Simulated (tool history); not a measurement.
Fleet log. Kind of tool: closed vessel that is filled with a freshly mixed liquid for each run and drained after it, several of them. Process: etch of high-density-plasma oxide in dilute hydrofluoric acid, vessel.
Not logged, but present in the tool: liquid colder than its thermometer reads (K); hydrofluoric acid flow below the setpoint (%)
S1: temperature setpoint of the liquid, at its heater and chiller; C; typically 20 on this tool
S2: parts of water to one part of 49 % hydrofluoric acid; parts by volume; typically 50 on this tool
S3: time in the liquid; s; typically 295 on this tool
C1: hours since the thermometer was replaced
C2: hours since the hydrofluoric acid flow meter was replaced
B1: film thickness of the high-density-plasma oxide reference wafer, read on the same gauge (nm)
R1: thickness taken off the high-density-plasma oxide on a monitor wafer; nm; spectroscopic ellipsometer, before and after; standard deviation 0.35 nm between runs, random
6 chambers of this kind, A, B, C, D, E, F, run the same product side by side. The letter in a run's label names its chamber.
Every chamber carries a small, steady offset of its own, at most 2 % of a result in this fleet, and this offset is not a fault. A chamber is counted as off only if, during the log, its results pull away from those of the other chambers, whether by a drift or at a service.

run	hour	S1	S2	S3	C1	C2	B1	R1
1B	10.8	20	50	295	905.8	957.4	59.974	39.707
2C	19.7	20	50	295	1409.9	1249	59.999	40.658
# hour 24.9: chamber F: hydrofluoric acid flow meter replaced
3E	28.8	20	50	295	66.7	478.4	60.033	40.362
# hour 29.8: chamber B: thermometer replaced
4F	40.3	20	50	295	1022.8	15.4	59.984	40.172
5A	54.7	20	50	295	862.7	1334.4	59.982	40.28
6D	65	20	50	295	239.8	1528.1	60.007	40.384
7E	76.7	20	50	295	114.6	526.3	60.007	40.214
8C	90.9	20	50	295	1481.1	1320.2	59.992	40.325
9B	103.2	20	50	355	73.5	1049.8	60.013	47.975
10F	111	20	50	355	1093.5	86.1	60.006	48.669
11D	119.7	20	50	355	294.5	1582.8	60.01	49.017
12A	132.7	20	50	355	940.7	1412.4	60.013	47.838
13B	140.6	20	50	355	110.9	1087.2	59.993	47.91
14E	155.7	20	50	355	193.6	605.3	59.992	48.895
# hour 160.8: chamber E: hydrofluoric acid flow meter replaced
15D	165.4	20	50	295	340.2	1628.5	59.987	40.802
16F	172.9	20	50	295	1155.4	148	59.995	40.39
17A	180.1	20	50	295	988.1	1459.8	60.004	40.357
18C	195.4	20	50	295	1585.6	1424.7	60.018	40.339
# hour 202.7: chamber A: hydrofluoric acid flow meter replaced
19D	206.3	20	50	295	381.1	1669.4	59.998	40.755
20C	218.2	20	50	295	1608.4	1447.5	59.999	40.046
21A	228.4	20	50	295	1036.4	25.7	59.974	41.003
22E	238.4	20	50	295	276.3	77.7	59.997	40.377
23F	247.5	20	50	295	1230	222.6	59.968	39.956
24B	258.5	20	50	295	228.8	1205.1	60.007	39.671
25C	273.5	20	50	295	1663.7	1502.8	60.002	39.909
26F	285.3	20	50	295	1267.8	260.4	60.004	40.365
27B	298.5	20	50	295	268.8	1245.1	60	39.502
28D	306.8	20	50	295	481.6	1769.9	60.028	40.427
29A	318.4	20	50	295	1126.4	115.7	60.02	40.345
# hour 326.1: chamber D: hydrofluoric acid flow meter replaced
# hour 327.1: chamber B: hydrofluoric acid flow meter replaced
30E	334	20	35	210	371.9	173.3	59.966	41.649
31D	342.7	20	35	210	517.5	16.7	60.01	42.505
32B	351.1	20	35	210	321.4	24	59.999	40.895
33A	364.6	20	35	210	1172.6	161.9	59.987	41.53
34C	379.6	20	35	210	1769.8	1608.9	60.001	42.001
35E	395	20	35	210	432.9	234.3	60.002	41.511
36F	406.5	20	50	295	1389	381.6	59.973	40.565
37C	416.6	20	50	295	1806.8	1645.9	59.989	40.326

Next, every chamber runs the same settings. What will each give?
38A	427.8	20	30	295				?
38B	427.8	20	30	295				?
38C	427.8	20	30	295				?
38D	427.8	20	30	295				?
38E	427.8	20	30	295				?
38F	427.8	20	30	295				?

run	R1
38A	67.665
38B	66.649
38C	69.562
38D	69.497
38E	66.757
38F	68.512
